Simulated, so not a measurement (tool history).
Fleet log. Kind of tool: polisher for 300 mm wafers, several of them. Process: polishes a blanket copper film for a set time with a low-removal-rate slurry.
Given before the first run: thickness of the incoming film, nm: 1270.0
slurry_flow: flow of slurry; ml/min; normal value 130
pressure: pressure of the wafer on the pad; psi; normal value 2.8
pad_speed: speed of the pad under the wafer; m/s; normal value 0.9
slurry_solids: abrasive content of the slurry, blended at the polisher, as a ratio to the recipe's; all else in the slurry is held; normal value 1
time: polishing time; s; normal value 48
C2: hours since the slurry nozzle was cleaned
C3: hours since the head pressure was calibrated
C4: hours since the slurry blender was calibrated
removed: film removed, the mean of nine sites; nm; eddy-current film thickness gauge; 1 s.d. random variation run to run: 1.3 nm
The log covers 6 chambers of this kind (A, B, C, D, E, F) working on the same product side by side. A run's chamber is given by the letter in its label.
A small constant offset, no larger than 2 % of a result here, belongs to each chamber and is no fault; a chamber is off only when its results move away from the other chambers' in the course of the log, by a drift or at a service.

Run 1C, hour 3: usual settings; wafers polished on this pad 577; C2 94; C3 426.6; C4 79.5. Result: removed 130.36 nm.
At hour 6.9: chamber F: worn pad replaced by a new one.
Run 2E, hour 7.4: usual settings; wafers polished on this pad 752; C2 78.6; C3 200.7; C4 20.9. Result: removed 131.11 nm.
Run 3F, hour 11: usual settings; wafers polished on this pad 48; C2 143.8; C3 708.3; C4 113.4. Result: removed 129.65 nm.
At hour 13.2: chamber F: slurry blender recalibrated.
At hour 13.9: chamber D: slurry blender recalibrated.
Run 4D, hour 14.5: usual settings; wafers polished on this pad 418; C2 405.4; C3 341.6; C4 0.6. Result: removed 132.65 nm.
Run 5A, hour 17.6: usual settings; wafers polished on this pad 350; C2 453.3; C3 571; C4 173.6. Result: removed 136.32 nm.
Run 6B, hour 21.5: usual settings; wafers polished on this pad 984; C2 33.3; C3 260.7; C4 328.2. Result: removed 132.3 nm.
At hour 23.3: chamber C: worn pad replaced by a new one.
Run 7B, hour 26: usual settings; wafers polished on this pad 1036; C2 37.8; C3 265.2; C4 332.7. Result: removed 133.32 nm.
Run 8C, hour 29: usual settings; wafers polished on this pad 66; C2 120; C3 452.6; C4 105.5. Result: removed 132.43 nm.
At hour 31.1: chamber D: worn pad replaced by a new one.
Run 9D, hour 31.9: usual settings; wafers polished on this pad 9; C2 422.8; C3 359; C4 18. Result: removed 129.87 nm.
At hour 33.1: chamber B: worn pad replaced by a new one.
Run 10A, hour 35.9: usual settings but slurry_solids 0.9; wafers polished on this pad 561; C2 471.6; C3 589.3; C4 191.9. Result: removed 132.62 nm.
Run 11F, hour 38: usual settings but slurry_solids 0.9; wafers polished on this pad 360; C2 170.8; C3 735.3; C4 24.8. Result: removed 127.28 nm.
Run 12E, hour 41.8: usual settings but slurry_solids 0.9; wafers polished on this pad 1149; C2 113; C3 235.1; C4 55.3. Result: removed 130.65 nm.
Run 13C, hour 46.3: usual settings but slurry_solids 0.9; wafers polished on this pad 266; C2 137.3; C3 469.9; C4 122.8. Result: removed 130.89 nm.
Run 14F, hour 49.4: usual settings but slurry_solids 0.9; wafers polished on this pad 491; C2 182.2; C3 746.7; C4 36.2. Result: removed 128.41 nm.
Run 15A, hour 52.4: usual settings but slurry_solids 0.9; wafers polished on this pad 751; C2 488.1; C3 605.8; C4 208.4. Result: removed 130.3 nm.
Run 16E, hour 55.4: usual settings but pad_speed 1.08 m/s, slurry_solids 1.3; wafers polished on this pad 1306; C2 126.6; C3 248.7; C4 68.9. Result: removed 169.35 nm.
Run 17D, hour 59.8: usual settings but pad_speed 1.08 m/s, slurry_solids 1.3; wafers polished on this pad 331; C2 450.7; C3 386.9; C4 45.9. Result: removed 160.35 nm.
Run 18B, hour 63.3: usual settings but pad_speed 1.08 m/s, slurry_solids 1.3; wafers polished on this pad 349; C2 75.1; C3 302.5; C4 370. Result: removed 165.33 nm.
At hour 66.1: chamber F: worn pad replaced by a new one.
Run 19E, hour 67.5: usual settings but pad_speed 1.08 m/s, slurry_solids 1.3; wafers polished on this pad 1446; C2 138.7; C3 260.8; C4 81. Result: removed 164.55 nm.
At hour 71.8: chamber E: worn pad replaced by a new one.
Run 20D, hour 71.8: usual settings but pad_speed 1.08 m/s, slurry_solids 1.3; wafers polished on this pad 470; C2 462.7; C3 398.9; C4 57.9. Result: removed 163.72 nm.
Run 21B, hour 76.1: usual settings but pad_speed 1.08 m/s, slurry_solids 1.3; wafers polished on this pad 497; C2 87.9; C3 315.3; C4 382.8. Result: removed 168.97 nm.
Run 22A, hour 79: usual settings; wafers polished on this pad 1058; C2 514.7; C3 632.4; C4 235. Result: removed 134.42 nm.
At hour 80.3: chamber D: worn pad replaced by a new one.
Run 23C, hour 81.4: usual settings; wafers polished on this pad 671; C2 172.4; C3 505; C4 157.9. Result: removed 135.51 nm.
Run 24F, hour 85.2: usual settings; wafers polished on this pad 220; C2 218; C3 782.5; C4 72. Result: removed 132.68 nm.
Run 25D, hour 87.6: usual settings; wafers polished on this pad 85; C2 478.5; C3 414.7; C4 73.7. Result: removed 126.44 nm.
Run 26F, hour 91.6: usual settings; wafers polished on this pad 294; C2 224.4; C3 788.9; C4 78.4. Result: removed 129.43 nm.
At hour 92.3: chamber C: worn pad replaced by a new one.
Run 27A, hour 95.7: usual settings but pad_speed 0.76 m/s, slurry_solids 0.9; wafers polished on this pad 1251; C2 531.4; C3 649.1; C4 251.7. Result: removed 109.32 nm.
At hour 96.9: chamber B: slurry blender recalibrated.
Run 28B, hour 100: usual settings but pad_speed 0.76 m/s, slurry_solids 0.9; wafers polished on this pad 772; C2 111.8; C3 339.2; C4 3.2. Result: removed 109.43 nm.
Run 29C, hour 102.6: usual settings but pad_speed 0.76 m/s, slurry_solids 0.9; wafers polished on this pad 119; C2 193.6; C3 526.2; C4 179.1. Result: removed 110.27 nm.
At hour 102.8: chamber C: slurry nozzle cleaned.
Run 30E, hour 106.7: usual settings but pad_speed 0.76 m/s, slurry_solids 0.9; wafers polished on this pad 403; C2 177.9; C3 300; C4 120.2. Result: removed 109.98 nm.
Run 31E, hour 109: usual settings but pad_speed 0.76 m/s, slurry_solids 0.9; wafers polished on this pad 429; C2 180.2; C3 302.3; C4 122.5. Result: removed 109.59 nm.
Run 32F, hour 112.2: usual settings but pad_speed 0.76 m/s, slurry_solids 0.9; wafers polished on this pad 532; C2 245; C3 809.5; C4 99. Result: removed 107.5 nm.
At hour 113.1: chamber A: worn pad replaced by a new one.
Run 33C, hour 115.4: usual settings; wafers polished on this pad 267; C2 12.6; C3 539; C4 191.9. Result: removed 134.55 nm.
Run 34D, hour 118.7: usual settings; wafers polished on this pad 444; C2 509.6; C3 445.8; C4 104.8. Result: removed 122.36 nm.
At hour 121.1: chamber F: worn pad replaced by a new one.
Run 35B, hour 122.7: usual settings; wafers polished on this pad 1034; C2 134.5; C3 361.9; C4 25.9. Result: removed 130.86 nm.
Run 36A, hour 125.6: usual settings; wafers polished on this pad 144; C2 561.3; C3 679; C4 281.6. Result: removed 134.4 nm.
Run 37A, hour 130.3: usual settings; wafers polished on this pad 199; C2 566; C3 683.7; C4 286.3. Result: removed 132.99 nm.
Run 38B, hour 133.4: usual settings; wafers polished on this pad 1158; C2 145.2; C3 372.6; C4 36.6. Result: removed 132.08 nm.
At hour 136.5: chamber D: worn pad replaced by a new one.
Run 39D, hour 137.4: usual settings; wafers polished on this pad 11; C2 528.3; C3 464.5; C4 123.5. Result: removed 121.74 nm.
Run 40F, hour 140.1: usual settings; wafers polished on this pad 219; C2 272.9; C3 837.4; C4 126.9. Result: removed 130.94 nm.
Run 41E, hour 143.3: usual settings; wafers polished on this pad 825; C2 214.5; C3 336.6; C4 156.8. Result: removed 132.63 nm.
Run 42C, hour 147.3: usual settings; wafers polished on this pad 635; C2 44.5; C3 570.9; C4 223.8. Result: removed 134.72 nm.
Run 43E, hour 150.2: usual settings; wafers polished on this pad 905; C2 221.4; C3 343.5; C4 163.7. Result: removed 129.91 nm.

Each of the 6 chambers runs these same settings next. Fill in every chamber's results:
Run 44A, hour 153.6: usual settings but slurry_flow 115 ml/min. Result: removed ?.
Run 44B, hour 153.6: usual settings but slurry_flow 115 ml/min. Result: removed ?.
Run 44C, hour 153.6: usual settings but slurry_flow 115 ml/min. Result: removed ?.
Run 44D, hour 153.6: usual settings but slurry_flow 115 ml/min. Result: removed ?.
Run 44E, hour 153.6: usual settings but slurry_flow 115 ml/min. Result: removed ?.
Run 44F, hour 153.6: usual settings but slurry_flow 115 ml/min. Result: removed ?.

run  removed
44A   128.43
44B   130.09
44C   130.41
44D   114.65
44E   126.76
44F   127.67
